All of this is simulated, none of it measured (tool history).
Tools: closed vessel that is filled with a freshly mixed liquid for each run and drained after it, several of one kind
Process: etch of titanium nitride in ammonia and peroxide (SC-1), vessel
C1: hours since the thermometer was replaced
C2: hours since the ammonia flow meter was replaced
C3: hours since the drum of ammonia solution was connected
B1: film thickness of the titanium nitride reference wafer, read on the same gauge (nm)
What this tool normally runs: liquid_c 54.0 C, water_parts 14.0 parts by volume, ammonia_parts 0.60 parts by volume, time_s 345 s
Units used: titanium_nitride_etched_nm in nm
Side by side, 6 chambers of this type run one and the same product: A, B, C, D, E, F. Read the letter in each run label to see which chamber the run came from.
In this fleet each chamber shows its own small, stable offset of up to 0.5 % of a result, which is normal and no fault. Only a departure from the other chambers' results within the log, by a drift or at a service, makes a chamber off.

Run 1E, day 0.500: usual settings; C1 647.6; C2 193.2; C3 66.4; B1 140.01. Result: titanium_nitride_etched_nm 26.065 nm.
Run 2F, day 0.912: usual settings; C1 1420.0; C2 569.1; C3 563.8; B1 139.97. Result: titanium_nitride_etched_nm 26.169 nm.
Run 3D, day 1.429: usual settings; C1 163.7; C2 248.1; C3 286.7; B1 139.98. Result: titanium_nitride_etched_nm 26.037 nm.
At day 1.771: chamber C: ammonia flow meter replaced.
Run 4C, day 1.817: usual settings; C1 329.2; C2 1.2; C3 290.4; B1 140.00. Result: titanium_nitride_etched_nm 26.116 nm.
Run 5B, day 2.121: usual settings but ammonia_parts 0.85 parts by volume, time_s 165 s; C1 917.1; C2 621.1; C3 181.0; B1 139.99. Result: titanium_nitride_etched_nm 13.192 nm.
Run 6A, day 2.621: usual settings but ammonia_parts 0.85 parts by volume, time_s 165 s; C1 278.9; C2 1397.1; C3 365.6; B1 140.01. Result: titanium_nitride_etched_nm 13.183 nm.
At day 2.983: chamber B: ammonia flow meter replaced.
Run 7D, day 3.300: usual settings but ammonia_parts 0.85 parts by volume, time_s 165 s; C1 208.6; C2 293.0; C3 331.6; B1 139.98. Result: titanium_nitride_etched_nm 13.267 nm.
Run 8C, day 3.888: usual settings but ammonia_parts 0.85 parts by volume, time_s 165 s; C1 378.9; C2 50.9; C3 340.1; B1 140.02. Result: titanium_nitride_etched_nm 13.235 nm.
Run 9B, day 4.467: usual settings but ammonia_parts 0.85 parts by volume, time_s 165 s; C1 973.4; C2 35.6; C3 237.3; B1 140.00. Result: titanium_nitride_etched_nm 13.224 nm.
Run 10A, day 4.921: usual settings but ammonia_parts 0.85 parts by volume, time_s 165 s; C1 334.1; C2 1452.3; C3 420.8; B1 139.98. Result: titanium_nitride_etched_nm 13.138 nm.
Run 11F, day 5.462: usual settings; C1 1529.2; C2 678.3; C3 673.0; B1 139.99. Result: titanium_nitride_etched_nm 26.156 nm.
Run 12E, day 5.825: usual settings; C1 775.4; C2 321.0; C3 194.2; B1 140.01. Result: titanium_nitride_etched_nm 26.186 nm.
Run 13B, day 6.204: usual settings but water_parts 9.0 parts by volume, ammonia_parts 0.35 parts by volume; C1 1015.1; C2 77.3; C3 279.0; B1 139.99. Result: titanium_nitride_etched_nm 29.882 nm.
Run 14A, day 6.692: usual settings but water_parts 9.0 parts by volume, ammonia_parts 0.35 parts by volume; C1 376.6; C2 1494.8; C3 463.3; B1 140.04. Result: titanium_nitride_etched_nm 29.952 nm.
Run 15C, day 7.346: usual settings but water_parts 9.0 parts by volume, ammonia_parts 0.35 parts by volume; C1 461.9; C2 133.9; C3 423.1; B1 139.98. Result: titanium_nitride_etched_nm 29.937 nm.
Run 16F, day 8.008: usual settings but water_parts 9.0 parts by volume, ammonia_parts 0.35 parts by volume; C1 1590.3; C2 739.4; C3 734.1; B1 140.01. Result: titanium_nitride_etched_nm 29.753 nm.
Run 17E, day 8.654: usual settings but water_parts 9.0 parts by volume, ammonia_parts 0.35 parts by volume; C1 843.3; C2 388.9; C3 262.1; B1 140.00. Result: titanium_nitride_etched_nm 30.202 nm.
Run 18D, day 9.129: usual settings but water_parts 9.0 parts by volume, ammonia_parts 0.35 parts by volume; C1 348.5; C2 432.9; C3 471.5; B1 139.97. Result: titanium_nitride_etched_nm 30.168 nm.
At day 9.271: chamber F: thermometer replaced.
Run 19E, day 9.775: usual settings but liquid_c 50.0 C, time_s 225 s; C1 870.2; C2 415.8; C3 289.0; B1 139.99. Result: titanium_nitride_etched_nm 12.911 nm.
Run 20F, day 10.212: usual settings but liquid_c 50.0 C, time_s 225 s; C1 22.6; C2 792.3; C3 787.0; B1 139.99. Result: titanium_nitride_etched_nm 12.807 nm.
Run 21A, day 10.642: usual settings but liquid_c 50.0 C, time_s 225 s; C1 471.4; C2 1589.6; C3 558.1; B1 140.01. Result: titanium_nitride_etched_nm 12.796 nm.
Run 22B, day 11.271: usual settings but liquid_c 50.0 C, time_s 225 s; C1 1136.7; C2 198.9; C3 400.6; B1 140.01. Result: titanium_nitride_etched_nm 12.927 nm.
At day 11.646: chamber A: thermometer replaced.
Run 23D, day 11.767: usual settings but liquid_c 50.0 C, time_s 225 s; C1 411.8; C2 496.2; C3 534.8; B1 140.01. Result: titanium_nitride_etched_nm 13.183 nm.
At day 12.358: chamber C: thermometer replaced.
Run 24C, day 12.408: usual settings but liquid_c 50.0 C, time_s 225 s; C1 1.2; C2 255.4; C3 544.6; B1 140.02. Result: titanium_nitride_etched_nm 13.003 nm.
At day 12.771: chamber F: new drum of ammonia solution connected.
Run 25D, day 12.808: usual settings; C1 436.8; C2 521.2; C3 559.8; B1 140.00. Result: titanium_nitride_etched_nm 26.530 nm.
Run 26C, day 13.338: usual settings; C1 23.5; C2 277.7; C3 566.9; B1 140.03. Result: titanium_nitride_etched_nm 26.159 nm.
At day 13.562: chamber E: thermometer replaced.
Run 27B, day 13.700: usual settings; C1 1195.0; C2 257.2; C3 458.9; B1 140.00. Result: titanium_nitride_etched_nm 26.232 nm.
Run 28E, day 14.058: usual settings; C1 11.9; C2 518.6; C3 391.8; B1 140.01. Result: titanium_nitride_etched_nm 26.251 nm.
Run 29A, day 14.488: usual settings; C1 68.2; C2 1681.9; C3 650.4; B1 140.01. Result: titanium_nitride_etched_nm 25.898 nm.
Run 30F, day 14.788: usual settings; C1 132.4; C2 902.1; C3 48.4; B1 140.01. Result: titanium_nitride_etched_nm 25.909 nm.
Run 31F, day 15.112: usual settings; C1 140.2; C2 909.9; C3 56.2; B1 140.01. Result: titanium_nitride_etched_nm 26.119 nm.
Run 32D, day 15.662: usual settings; C1 505.3; C2 589.7; C3 628.3; B1 140.01. Result: titanium_nitride_etched_nm 26.736 nm.
Run 33E, day 16.054: usual settings; C1 59.8; C2 566.5; C3 439.7; B1 140.02. Result: titanium_nitride_etched_nm 26.095 nm.
Run 34A, day 16.433: usual settings; C1 114.9; C2 1728.6; C3 697.1; B1 139.99. Result: titanium_nitride_etched_nm 26.065 nm.
Run 35B, day 16.862: usual settings; C1 1270.9; C2 333.1; C3 534.8; B1 139.98. Result: titanium_nitride_etched_nm 26.179 nm.
At day 16.875: chamber A: new drum of ammonia solution connected.
Run 36C, day 17.262: usual settings but water_parts 19.5 parts by volume, time_s 500 s; C1 117.7; C2 371.9; C3 661.1; B1 140.00. Result: titanium_nitride_etched_nm 31.659 nm.
Run 37C, day 17.729: usual settings but water_parts 19.5 parts by volume, time_s 500 s; C1 128.9; C2 383.1; C3 672.3; B1 140.01. Result: titanium_nitride_etched_nm 31.734 nm.
At day 18.262: chamber D: ammonia flow meter replaced.
Run 38B, day 18.317: usual settings but water_parts 19.5 parts by volume, time_s 500 s; C1 1305.8; C2 368.0; C3 569.7; B1 140.00. Result: titanium_nitride_etched_nm 31.625 nm.
Run 39F, day 18.629: usual settings but water_parts 19.5 parts by volume, time_s 500 s; C1 224.6; C2 994.3; C3 140.6; B1 140.00. Result: titanium_nitride_etched_nm 31.441 nm.
Run 40D, day 19.246: usual settings but water_parts 19.5 parts by volume, time_s 500 s; C1 591.3; C2 23.7; C3 714.3; B1 139.99. Result: titanium_nitride_etched_nm 32.701 nm.
Run 41A, day 19.783: usual settings but water_parts 19.5 parts by volume, time_s 500 s; C1 195.3; C2 1809.0; C3 69.9; B1 140.01. Result: titanium_nitride_etched_nm 31.085 nm.
Run 42E, day 20.475: usual settings; C1 165.9; C2 672.6; C3 545.8; B1 140.00. Result: titanium_nitride_etched_nm 26.389 nm.

Is one chamber out of step, is the gauge drifting, or do the chambers differ by no more than their own small offsets? For an off chamber, give its letter and the likeliest cause.

It is chamber D that slowly wanders off from its peers.
Most likely cause: liquid hotter than its thermometer reads (K) = 0.586.

Which of the 4 candidates below, each the usual settings with something changed and its results left as question marks, puts chamber D back in line with what the other chambers give on the usual settings?
In-line tolerance around the mean of the other chambers on the usual settings: titanium_nitride_etched_nm 0.360 nm
Run 43D-1, day 20.971: usual settings but time_s 350 s. Result: titanium_nitride_etched_nm ?.
Run 43D-2, day 20.971: usual settings but time_s 340 s. Result: titanium_nitride_etched_nm ?.
Run 43D-3, day 20.971: usual settings but time_s 330 s. Result: titanium_nitride_etched_nm ?.
Run 43D-4, day 20.971: usual settings but ammonia_parts 0.75 parts by volume. Result: titanium_nitride_etched_nm ?.

On the usual settings, the other chambers give on average: titanium_nitride_etched_nm 26.071 nm
  run  titanium_nitride_etched_nm
43D-1                      27.548
43D-2                      26.761
43D-3                      25.974
43D-4                      28.234
43D-3 is the one that brings the chamber's results back in line with the other chambers.
